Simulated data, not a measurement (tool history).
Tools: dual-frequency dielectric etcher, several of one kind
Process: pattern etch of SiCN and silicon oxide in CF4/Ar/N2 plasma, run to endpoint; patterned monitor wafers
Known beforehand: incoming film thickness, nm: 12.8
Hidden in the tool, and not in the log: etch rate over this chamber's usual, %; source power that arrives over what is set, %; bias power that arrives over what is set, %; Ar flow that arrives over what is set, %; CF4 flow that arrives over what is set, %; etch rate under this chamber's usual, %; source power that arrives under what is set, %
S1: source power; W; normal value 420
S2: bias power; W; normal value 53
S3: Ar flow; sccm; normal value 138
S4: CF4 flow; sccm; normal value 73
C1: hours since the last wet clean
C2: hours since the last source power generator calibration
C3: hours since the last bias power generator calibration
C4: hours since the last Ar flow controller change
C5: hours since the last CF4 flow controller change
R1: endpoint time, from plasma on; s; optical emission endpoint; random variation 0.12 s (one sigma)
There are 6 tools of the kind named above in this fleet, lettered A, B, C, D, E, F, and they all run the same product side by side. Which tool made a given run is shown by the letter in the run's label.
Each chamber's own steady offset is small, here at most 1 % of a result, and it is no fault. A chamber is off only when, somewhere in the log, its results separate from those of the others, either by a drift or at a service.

run 1F hour=11.9 | S1=420 S2=53 S3=138 S4=73 | C1=188.7 C2=1119 C3=1527.6 C4=511.1 C5=222.4 | R1=18.289
run 2C hour=25.8 | S1=420 S2=53 S3=138 S4=73 | C1=118.5 C2=362.6 C3=1525.9 C4=2976.7 C5=641.1 | R1=18.194
run 3B hour=33.6 | S1=420 S2=53 S3=138 S4=73 | C1=236.6 C2=1215.1 C3=3572.4 C4=117.7 C5=1400.1 | R1=18.375
run 4E hour=43.9 | S1=420 S2=53 S3=138 S4=73 | C1=529.5 C2=1395 C3=3139.3 C4=1933 C5=158.1 | R1=18.172
run 5A hour=53.6 | S1=420 S2=60 S3=168 S4=73 | C1=363.9 C2=894.3 C3=2881.7 C4=195.3 C5=1659.9 | R1=18.048
run 6D hour=60.5 | S1=420 S2=60 S3=168 S4=73 | C1=165.6 C2=704.9 C3=505.3 C4=3765.1 C5=1017.9 | R1=18.109
run 7A hour=67.7 | S1=420 S2=60 S3=168 S4=73 | C1=378 C2=908.4 C3=2895.8 C4=209.4 C5=1674 | R1=18.159
run 8F hour=79.2 | S1=420 S2=60 S3=168 S4=73 | C1=256 C2=1186.3 C3=1594.9 C4=578.4 C5=289.7 | R1=18.201
run 9D hour=87.8 | S1=420 S2=60 S3=168 S4=73 | C1=192.9 C2=732.2 C3=532.6 C4=3792.4 C5=1045.2 | R1=18.216
run 10B hour=95.4 | S1=420 S2=60 S3=168 S4=73 | C1=298.4 C2=1276.9 C3=3634.2 C4=179.5 C5=1461.9 | R1=18.258
-- hour=104.5 chamber B: wet clean of the chamber
run 11E hour=109.2 | S1=420 S2=53 S3=138 S4=73 | C1=594.8 C2=1460.3 C3=3204.6 C4=1998.3 C5=223.4 | R1=18.377
run 12C hour=119.4 | S1=420 S2=53 S3=138 S4=73 | C1=212.1 C2=456.2 C3=1619.5 C4=3070.3 C5=734.7 | R1=18.311
run 13D hour=133.6 | S1=420 S2=53 S3=138 S4=73 | C1=238.7 C2=778 C3=578.4 C4=3838.2 C5=1091 | R1=18.409
run 14A hour=141.8 | S1=420 S2=53 S3=138 S4=73 | C1=452.1 C2=982.5 C3=2969.9 C4=283.5 C5=1748.1 | R1=18.068
run 15F hour=152.3 | S1=420 S2=53 S3=138 S4=73 | C1=329.1 C2=1259.4 C3=1668 C4=651.5 C5=362.8 | R1=18.327
run 16C hour=165.2 | S1=450 S2=53 S3=166 S4=73 | C1=257.9 C2=502 C3=1665.3 C4=3116.1 C5=780.5 | R1=17.599
run 17E hour=173.4 | S1=450 S2=53 S3=166 S4=73 | C1=659 C2=1524.5 C3=3268.8 C4=2062.5 C5=287.6 | R1=17.736
run 18B hour=181.2 | S1=450 S2=53 S3=166 S4=73 | C1=76.7 C2=1362.7 C3=3720 C4=265.3 C5=1547.7 | R1=17.757
run 19C hour=192.3 | S1=450 S2=53 S3=166 S4=73 | C1=285 C2=529.1 C3=1692.4 C4=3143.2 C5=807.6 | R1=17.675
run 20A hour=205.1 | S1=450 S2=53 S3=166 S4=73 | C1=515.4 C2=1045.8 C3=3033.2 C4=346.8 C5=1811.4 | R1=17.844
run 21B hour=214.6 | S1=450 S2=53 S3=166 S4=73 | C1=110.1 C2=1396.1 C3=3753.4 C4=298.7 C5=1581.1 | R1=17.984
-- hour=224.4 chamber C: Ar flow controller replaced
run 22E hour=227.7 | S1=420 S2=53 S3=138 S4=73 | C1=713.3 C2=1578.8 C3=3323.1 C4=2116.8 C5=341.9 | R1=18.301
-- hour=241.1 chamber E: wet clean of the chamber
run 23F hour=241.3 | S1=420 S2=53 S3=138 S4=73 | C1=418.1 C2=1348.4 C3=1757 C4=740.5 C5=451.8 | R1=18.124
run 24D hour=251.2 | S1=420 S2=53 S3=138 S4=73 | C1=356.3 C2=895.6 C3=696 C4=3955.8 C5=1208.6 | R1=18.341
-- hour=257.9 chamber F: wet clean of the chamber
run 25F hour=264.6 | S1=420 S2=53 S3=138 S4=73 | C1=6.8 C2=1371.7 C3=1780.3 C4=763.8 C5=475.1 | R1=18.183
run 26D hour=276.5 | S1=420 S2=53 S3=138 S4=73 | C1=381.6 C2=920.9 C3=721.3 C4=3981.1 C5=1233.9 | R1=18.221
run 27C hour=288.1 | S1=420 S2=53 S3=138 S4=73 | C1=380.8 C2=624.9 C3=1788.2 C4=63.8 C5=903.4 | R1=18.442
run 28B hour=299.9 | S1=420 S2=53 S3=138 S4=73 | C1=195.4 C2=1481.4 C3=3838.7 C4=384 C5=1666.4 | R1=18.255
-- hour=305.8 chamber D: wet clean of the chamber
run 29E hour=306.3 | S1=420 S2=53 S3=138 S4=73 | C1=65.2 C2=1657.4 C3=3401.7 C4=2195.4 C5=420.5 | R1=18.325
run 30A hour=313.6 | S1=420 S2=53 S3=138 S4=73 | C1=623.9 C2=1154.3 C3=3141.7 C4=455.3 C5=1919.9 | R1=18.157
run 31C hour=326.9 | S1=420 S2=53 S3=138 S4=73 | C1=419.6 C2=663.7 C3=1827 C4=102.6 C5=942.2 | R1=18.131
run 32D hour=335.2 | S1=420 S2=53 S3=138 S4=73 | C1=29.4 C2=979.6 C3=780 C4=4039.8 C5=1292.6 | R1=18.227
run 33E hour=344.9 | S1=420 S2=53 S3=138 S4=73 | C1=103.8 C2=1696 C3=3440.3 C4=2234 C5=459.1 | R1=18.119
run 34A hour=354.5 | S1=420 S2=47 S3=108 S4=73 | C1=664.8 C2=1195.2 C3=3182.6 C4=496.2 C5=1960.8 | R1=17.905
run 35F hour=365.9 | S1=420 S2=47 S3=108 S4=73 | C1=108.1 C2=1473 C3=1881.6 C4=865.1 C5=576.4 | R1=17.985
run 36B hour=378.8 | S1=420 S2=47 S3=108 S4=73 | C1=274.3 C2=1560.3 C3=3917.6 C4=462.9 C5=1745.3 | R1=18.15
run 37E hour=390.6 | S1=420 S2=47 S3=108 S4=73 | C1=149.5 C2=1741.7 C3=3486 C4=2279.7 C5=504.8 | R1=18.188
run 38F hour=399.8 | S1=420 S2=47 S3=108 S4=73 | C1=142 C2=1506.9 C3=1915.5 C4=899 C5=610.3 | R1=18.092
run 39C hour=410.5 | S1=420 S2=47 S3=108 S4=73 | C1=503.2 C2=747.3 C3=1910.6 C4=186.2 C5=1025.8 | R1=18.035
run 40B hour=417.4 | S1=420 S2=53 S3=138 S4=73 | C1=312.9 C2=1598.9 C3=3956.2 C4=501.5 C5=1783.9 | R1=18.471

All chambers now run identical settings, listed one chamber a line with results as question marks. What results will each chamber show?
run 41A hour=427.7 | S1=390 S2=53 S3=138 S4=73 | R1=?
run 41B hour=427.7 | S1=390 S2=53 S3=138 S4=73 | R1=?
run 41C hour=427.7 | S1=390 S2=53 S3=138 S4=73 | R1=?
run 41D hour=427.7 | S1=390 S2=53 S3=138 S4=73 | R1=?
run 41E hour=427.7 | S1=390 S2=53 S3=138 S4=73 | R1=?
run 41F hour=427.7 | S1=390 S2=53 S3=138 S4=73 | R1=?

run=41A R1=19.32
run=41B R1=19.438
run=41C R1=19.571
run=41D R1=19.47
run=41E R1=19.594
run=41F R1=19.775
